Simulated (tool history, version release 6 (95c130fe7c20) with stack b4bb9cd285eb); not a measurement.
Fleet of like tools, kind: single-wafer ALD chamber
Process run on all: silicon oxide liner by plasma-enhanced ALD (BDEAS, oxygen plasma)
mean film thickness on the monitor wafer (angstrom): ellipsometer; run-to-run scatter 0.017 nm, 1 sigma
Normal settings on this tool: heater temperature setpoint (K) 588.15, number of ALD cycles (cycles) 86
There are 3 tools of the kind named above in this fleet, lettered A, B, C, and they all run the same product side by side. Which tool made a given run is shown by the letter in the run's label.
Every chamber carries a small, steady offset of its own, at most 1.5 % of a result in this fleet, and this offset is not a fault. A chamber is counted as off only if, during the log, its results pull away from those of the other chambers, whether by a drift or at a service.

run	hour	heater temperature setpoint (K)	number of ALD cycles (cycles)	read-back reference wafer on the same gauge, thickness_nm	mean film thickness on the monitor wafer (angstrom)
1A	5.6	588.15	86	7.6505	78.728
2B	9.4	588.15	86	7.6525	78.288
3C	16	588.15	86	7.6469	79.131
# hour 19.9: chamber A: thermocouple changed; heater temperature recalibrated
4B	20.8	588.15	86	7.6486	78.288
5C	25	588.15	92	7.6487	84.832
6A	30.5	588.15	92	7.6494	84.577
7B	36.7	588.15	92	7.6525	83.698
8A	43.1	574.15	80	7.6519	74.68
9C	46.5	574.15	80	7.6502	75.311
10B	50.8	574.15	80	7.648	74.364
11A	57.2	588.15	86	7.6468	78.758
12C	62.3	588.15	86	7.6493	79.381
13B	66.7	588.15	86	7.655	78.288
14C	71.8	588.15	86	7.6557	79.469
15A	77.6	588.15	86	7.6512	79.093
16A	81.6	588.15	86	7.6488	78.527
17C	84.7	588.15	86	7.6455	79.469
18B	89.8	588.15	86	7.6509	78.305
19C	95.3	588.15	86	7.6512	79.565
20B	101.9	588.15	86	7.6518	78.22
21A	107.1	588.15	86	7.6516	78.911
22C	113.6	588.15	86	7.6498	79.387
23A	118.2	588.15	86	7.6469	78.717
24B	124.5	573.15	77	7.6451	71.355
25A	127.5	573.15	77	7.6509	72.185
26B	130.4	573.15	77	7.6483	71.701
27C	136.9	588.15	86	7.6505	79.113
28C	140	588.15	86	7.6512	79.166
29A	146.6	588.15	99	7.6512	90.72
30B	151.5	588.15	99	7.6519	90.255
31A	157.3	588.15	99	7.6485	90.419
32B	163.7	595.15	78	7.6525	70.106
33C	168.2	595.15	78	7.6485	71.164
34B	172.8	595.15	78	7.6492	70.183
35C	178.1	593.15	86	7.6506	78.55
36A	184.7	593.15	86	7.6518	77.906

Is one chamber out of step, is the gauge drifting, or do the chambers differ by no more than their own small offsets? For an off chamber, give its letter and the likeliest cause.

All chambers stay in line apart from their small fixed offsets, and the gauge does not drift.
